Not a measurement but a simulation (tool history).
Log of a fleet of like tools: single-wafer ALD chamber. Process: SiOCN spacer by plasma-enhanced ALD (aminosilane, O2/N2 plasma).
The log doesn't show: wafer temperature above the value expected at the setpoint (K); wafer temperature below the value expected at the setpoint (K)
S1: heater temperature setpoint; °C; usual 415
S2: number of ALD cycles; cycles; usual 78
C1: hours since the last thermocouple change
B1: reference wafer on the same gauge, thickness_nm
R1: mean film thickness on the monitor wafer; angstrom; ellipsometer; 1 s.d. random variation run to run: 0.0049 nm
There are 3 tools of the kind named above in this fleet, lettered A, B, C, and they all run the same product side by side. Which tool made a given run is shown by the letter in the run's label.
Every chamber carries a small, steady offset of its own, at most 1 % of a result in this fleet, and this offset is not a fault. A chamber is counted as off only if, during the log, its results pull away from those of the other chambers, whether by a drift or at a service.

run	hour	S1	S2	C1	B1	R1
1C	9.9	415	78	297.9	5.1007	44.647
2A	18.3	415	78	1200.5	5.1018	44.861
3B	25.9	415	78	1303.2	5.1012	44.790
4C	34.4	415	78	322.4	5.1031	44.721
5B	44.1	415	78	1321.4	5.1020	44.694
6A	53.5	415	78	1235.7	5.1039	44.828
7B	64.1	415	78	1341.4	5.1042	44.699
8C	71.6	415	78	359.6	5.1041	44.748
9A	80.7	415	78	1262.9	5.1048	44.819
10B	89.8	415	78	1367.1	5.1055	44.806
11A	99.2	415	78	1281.4	5.1070	44.861
12C	106.6	415	78	394.6	5.1070	44.701
13A	114.3	415	78	1296.5	5.1086	44.820
14C	124.8	415	78	412.8	5.1079	44.725
15B	133.7	415	78	1411.0	5.1080	44.817
16A	139.6	415	78	1321.8	5.1094	44.964
17C	149.9	415	78	437.9	5.1091	44.858
18B	161.7	415	78	1439.0	5.1095	44.774
19B	168.3	401	78	1445.6	5.1106	46.760
20A	176.3	401	78	1358.5	5.1105	46.967
21C	186.0	401	78	474.0	5.1107	46.711
22C	197.1	415	78	485.1	5.1133	44.832
23A	203.4	415	78	1385.6	5.1138	44.880
24B	215.0	415	78	1492.3	5.1138	44.823
25A	220.3	415	78	1402.5	5.1134	44.870
26B	231.3	415	78	1508.6	5.1158	44.723
27C	243.2	415	78	531.2	5.1160	44.844
28B	255.0	415	78	1532.3	5.1164	44.880
29A	260.5	415	78	1442.7	5.1166	44.956
30C	270.1	415	78	558.1	5.1172	44.853
31A	279.1	415	78	1461.3	5.1170	44.933
32B	288.6	415	78	1565.9	5.1181	44.898
33C	294.3	415	87	582.3	5.1187	49.975
34C	302.3	415	87	590.3	5.1178	50.052
35B	311.0	415	87	1588.3	5.1199	50.115
36A	320.0	415	78	1502.2	5.1194	45.046
37C	328.2	415	78	616.2	5.1209	44.794
38B	337.8	415	78	1615.1	5.1212	44.962
39A	344.0	415	78	1526.2	5.1220	44.935
40A	353.8	415	78	1536.0	5.1222	45.017

Is one chamber out of step, is the gauge drifting, or do the chambers differ by no more than their own small offsets? For an off chamber, give its letter and the likeliest cause.

Gauge drift. The chambers move together only on paper, and none stands off.
Most likely cause: gauge reads high (%) = 0.447.

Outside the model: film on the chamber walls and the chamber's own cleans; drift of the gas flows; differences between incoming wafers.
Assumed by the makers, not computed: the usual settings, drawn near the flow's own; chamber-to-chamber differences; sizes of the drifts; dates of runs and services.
